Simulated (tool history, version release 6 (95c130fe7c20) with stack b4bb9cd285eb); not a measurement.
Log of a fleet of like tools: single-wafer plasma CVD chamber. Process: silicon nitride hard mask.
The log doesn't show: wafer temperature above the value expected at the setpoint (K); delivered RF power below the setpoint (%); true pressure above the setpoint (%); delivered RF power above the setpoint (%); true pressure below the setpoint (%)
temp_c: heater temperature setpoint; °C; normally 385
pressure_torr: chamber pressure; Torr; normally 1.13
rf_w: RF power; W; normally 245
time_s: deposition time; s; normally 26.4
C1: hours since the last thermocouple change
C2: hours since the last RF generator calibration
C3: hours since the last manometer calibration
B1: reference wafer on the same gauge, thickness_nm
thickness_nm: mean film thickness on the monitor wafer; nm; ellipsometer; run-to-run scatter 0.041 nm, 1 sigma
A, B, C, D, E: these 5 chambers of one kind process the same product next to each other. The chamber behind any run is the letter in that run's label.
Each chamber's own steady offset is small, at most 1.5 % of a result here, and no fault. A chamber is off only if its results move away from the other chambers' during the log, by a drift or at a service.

{"run": "1C", "hour": 7.4, "temp_c": 385, "pressure_torr": 1.13, "rf_w": 245, "time_s": 26.4, "C1": 2107, "C2": 240.7, "C3": 1166.7, "B1": 22.596, "thickness_nm": 23.864}
{"run": "2D", "hour": 14.8, "temp_c": 385, "pressure_torr": 1.13, "rf_w": 245, "time_s": 26.4, "C1": 1490.5, "C2": 850.7, "C3": 416.7, "B1": 22.608, "thickness_nm": 23.986}
{"run": "3A", "hour": 21.8, "temp_c": 385, "pressure_torr": 1.13, "rf_w": 245, "time_s": 26.4, "C1": 86.1, "C2": 280.2, "C3": 965.1, "B1": 22.618, "thickness_nm": 24.088}
{"run": "4B", "hour": 26.3, "temp_c": 385, "pressure_torr": 1.13, "rf_w": 245, "time_s": 26.4, "C1": 1778.6, "C2": 1151.6, "C3": 1663.7, "B1": 22.617, "thickness_nm": 24.28}
{"run": "5E", "hour": 31.0, "temp_c": 385, "pressure_torr": 1.13, "rf_w": 245, "time_s": 26.4, "C1": 1521.3, "C2": 866.4, "C3": 1068.2, "B1": 22.626, "thickness_nm": 23.917}
{"run": "6C", "hour": 37.4, "temp_c": 385, "pressure_torr": 1.13, "rf_w": 245, "time_s": 26.4, "C1": 2137, "C2": 270.7, "C3": 1196.7, "B1": 22.622, "thickness_nm": 23.92}
{"run": "7B", "hour": 43.9, "temp_c": 385, "pressure_torr": 1.13, "rf_w": 245, "time_s": 26.4, "C1": 1796.2, "C2": 1169.2, "C3": 1681.3, "B1": 22.631, "thickness_nm": 24.249}
{"run": "8E", "hour": 51.8, "temp_c": 385, "pressure_torr": 1.13, "rf_w": 245, "time_s": 26.4, "C1": 1542.1, "C2": 887.2, "C3": 1089, "B1": 22.645, "thickness_nm": 23.91}
{"run": "9A", "hour": 58.7, "temp_c": 385, "pressure_torr": 1.13, "rf_w": 245, "time_s": 31.1, "C1": 123, "C2": 317.1, "C3": 1002, "B1": 22.642, "thickness_nm": 28.439}
{"run": "10D", "hour": 63.7, "temp_c": 385, "pressure_torr": 1.13, "rf_w": 245, "time_s": 31.1, "C1": 1539.4, "C2": 899.6, "C3": 465.6, "B1": 22.652, "thickness_nm": 28.343}
{"run": "11D", "hour": 67.5, "temp_c": 385, "pressure_torr": 1.13, "rf_w": 245, "time_s": 31.1, "C1": 1543.2, "C2": 903.4, "C3": 469.4, "B1": 22.668, "thickness_nm": 28.377}
{"run": "12C", "hour": 72.7, "temp_c": 385, "pressure_torr": 1.13, "rf_w": 245, "time_s": 31.1, "C1": 2172.3, "C2": 306, "C3": 1232, "B1": 22.657, "thickness_nm": 28.16}
{"run": "13E", "hour": 80.4, "temp_c": 385, "pressure_torr": 1.13, "rf_w": 245, "time_s": 31.1, "C1": 1570.7, "C2": 915.8, "C3": 1117.6, "B1": 22.664, "thickness_nm": 28.209}
{"run": "14B", "hour": 87.8, "temp_c": 385, "pressure_torr": 1.13, "rf_w": 245, "time_s": 26.4, "C1": 1840.1, "C2": 1213.1, "C3": 1725.2, "B1": 22.667, "thickness_nm": 24.279}
{"run": "15A", "hour": 96.1, "temp_c": 385, "pressure_torr": 1.13, "rf_w": 245, "time_s": 26.4, "C1": 160.4, "C2": 354.5, "C3": 1039.4, "B1": 22.671, "thickness_nm": 24.188}
{"run": "16B", "hour": 102.7, "temp_c": 391, "pressure_torr": 1.24, "rf_w": 245, "time_s": 26.4, "C1": 1855, "C2": 1228, "C3": 1740.1, "B1": 22.678, "thickness_nm": 25.004}
{"run": "17C", "hour": 109.4, "temp_c": 391, "pressure_torr": 1.24, "rf_w": 245, "time_s": 26.4, "C1": 2209, "C2": 342.7, "C3": 1268.7, "B1": 22.686, "thickness_nm": 24.597}
{"run": "18D", "hour": 114.9, "temp_c": 391, "pressure_torr": 1.24, "rf_w": 245, "time_s": 26.4, "C1": 1590.6, "C2": 950.8, "C3": 516.8, "B1": 22.693, "thickness_nm": 24.789}
{"run": "19E", "hour": 119.5, "temp_c": 391, "pressure_torr": 1.24, "rf_w": 245, "time_s": 26.4, "C1": 1609.8, "C2": 954.9, "C3": 1156.7, "B1": 22.686, "thickness_nm": 24.673}
{"run": "20A", "hour": 125.5, "temp_c": 391, "pressure_torr": 1.24, "rf_w": 245, "time_s": 26.4, "C1": 189.8, "C2": 383.9, "C3": 1068.8, "B1": 22.702, "thickness_nm": 24.719}
{"run": "21B", "hour": 129.7, "temp_c": 385, "pressure_torr": 1.13, "rf_w": 245, "time_s": 26.4, "C1": 1882, "C2": 1255, "C3": 1767.1, "B1": 22.696, "thickness_nm": 24.319}
{"run": "22C", "hour": 133.8, "temp_c": 385, "pressure_torr": 1.13, "rf_w": 245, "time_s": 26.4, "C1": 2233.4, "C2": 367.1, "C3": 1293.1, "B1": 22.709, "thickness_nm": 23.911}
{"run": "23D", "hour": 138.3, "temp_c": 385, "pressure_torr": 1.13, "rf_w": 245, "time_s": 26.4, "C1": 1614, "C2": 974.2, "C3": 540.2, "B1": 22.709, "thickness_nm": 24.109}
{"run": "24E", "hour": 145.8, "temp_c": 372, "pressure_torr": 1.13, "rf_w": 245, "time_s": 29.2, "C1": 1636.1, "C2": 981.2, "C3": 1183, "B1": 22.719, "thickness_nm": 26.672}
{"run": "25A", "hour": 149.6, "temp_c": 372, "pressure_torr": 1.13, "rf_w": 245, "time_s": 29.2, "C1": 213.9, "C2": 408, "C3": 1092.9, "B1": 22.71, "thickness_nm": 26.825}
{"run": "26C", "hour": 155.1, "temp_c": 372, "pressure_torr": 1.13, "rf_w": 245, "time_s": 29.2, "C1": 2254.7, "C2": 388.4, "C3": 1314.4, "B1": 22.712, "thickness_nm": 26.554}
{"run": "27B", "hour": 158.9, "temp_c": 372, "pressure_torr": 1.13, "rf_w": 245, "time_s": 29.2, "C1": 1911.2, "C2": 1284.2, "C3": 1796.3, "B1": 22.719, "thickness_nm": 27.069}
{"run": "28D", "hour": 163.4, "temp_c": 372, "pressure_torr": 1.13, "rf_w": 245, "time_s": 29.2, "C1": 1639.1, "C2": 999.3, "C3": 565.3, "B1": 22.719, "thickness_nm": 26.762}
{"run": "29A", "hour": 171.2, "temp_c": 385, "pressure_torr": 1.13, "rf_w": 245, "time_s": 26.4, "C1": 235.5, "C2": 429.6, "C3": 1114.5, "B1": 22.73, "thickness_nm": 24.193}
{"run": "30E", "hour": 176.9, "temp_c": 385, "pressure_torr": 1.13, "rf_w": 245, "time_s": 26.4, "C1": 1667.2, "C2": 1012.3, "C3": 1214.1, "B1": 22.746, "thickness_nm": 24.055}
{"hour": 180.2, "done": "chamber A: capacitance manometer re-zeroed and calibrated"}
{"run": "31C", "hour": 183.6, "temp_c": 385, "pressure_torr": 1.13, "rf_w": 245, "time_s": 26.4, "C1": 2283.2, "C2": 416.9, "C3": 1342.9, "B1": 22.737, "thickness_nm": 23.924}
{"run": "32A", "hour": 188.4, "temp_c": 385, "pressure_torr": 1.13, "rf_w": 245, "time_s": 26.4, "C1": 252.7, "C2": 446.8, "C3": 8.2, "B1": 22.748, "thickness_nm": 24.201}
{"run": "33D", "hour": 192.8, "temp_c": 385, "pressure_torr": 1.13, "rf_w": 245, "time_s": 26.4, "C1": 1668.5, "C2": 1028.7, "C3": 594.7, "B1": 22.751, "thickness_nm": 24.162}
{"run": "34E", "hour": 200.7, "temp_c": 385, "pressure_torr": 1.13, "rf_w": 245, "time_s": 26.4, "C1": 1691, "C2": 1036.1, "C3": 1237.9, "B1": 22.762, "thickness_nm": 24.122}

Each of the 5 chambers runs these same settings next. Fill in every chamber's results:
{"run": "35A", "hour": 206.8, "temp_c": 385, "pressure_torr": 1.13, "rf_w": 245, "time_s": 26.4, "thickness_nm": "?"}
{"run": "35B", "hour": 206.8, "temp_c": 385, "pressure_torr": 1.13, "rf_w": 245, "time_s": 26.4, "thickness_nm": "?"}
{"run": "35C", "hour": 206.8, "temp_c": 385, "pressure_torr": 1.13, "rf_w": 245, "time_s": 26.4, "thickness_nm": "?"}
{"run": "35D", "hour": 206.8, "temp_c": 385, "pressure_torr": 1.13, "rf_w": 245, "time_s": 26.4, "thickness_nm": "?"}
{"run": "35E", "hour": 206.8, "temp_c": 385, "pressure_torr": 1.13, "rf_w": 245, "time_s": 26.4, "thickness_nm": "?"}

run=35A thickness_nm=24.281
run=35B thickness_nm=24.413
run=35C thickness_nm=24.038
run=35D thickness_nm=24.176
run=35E thickness_nm=24.108

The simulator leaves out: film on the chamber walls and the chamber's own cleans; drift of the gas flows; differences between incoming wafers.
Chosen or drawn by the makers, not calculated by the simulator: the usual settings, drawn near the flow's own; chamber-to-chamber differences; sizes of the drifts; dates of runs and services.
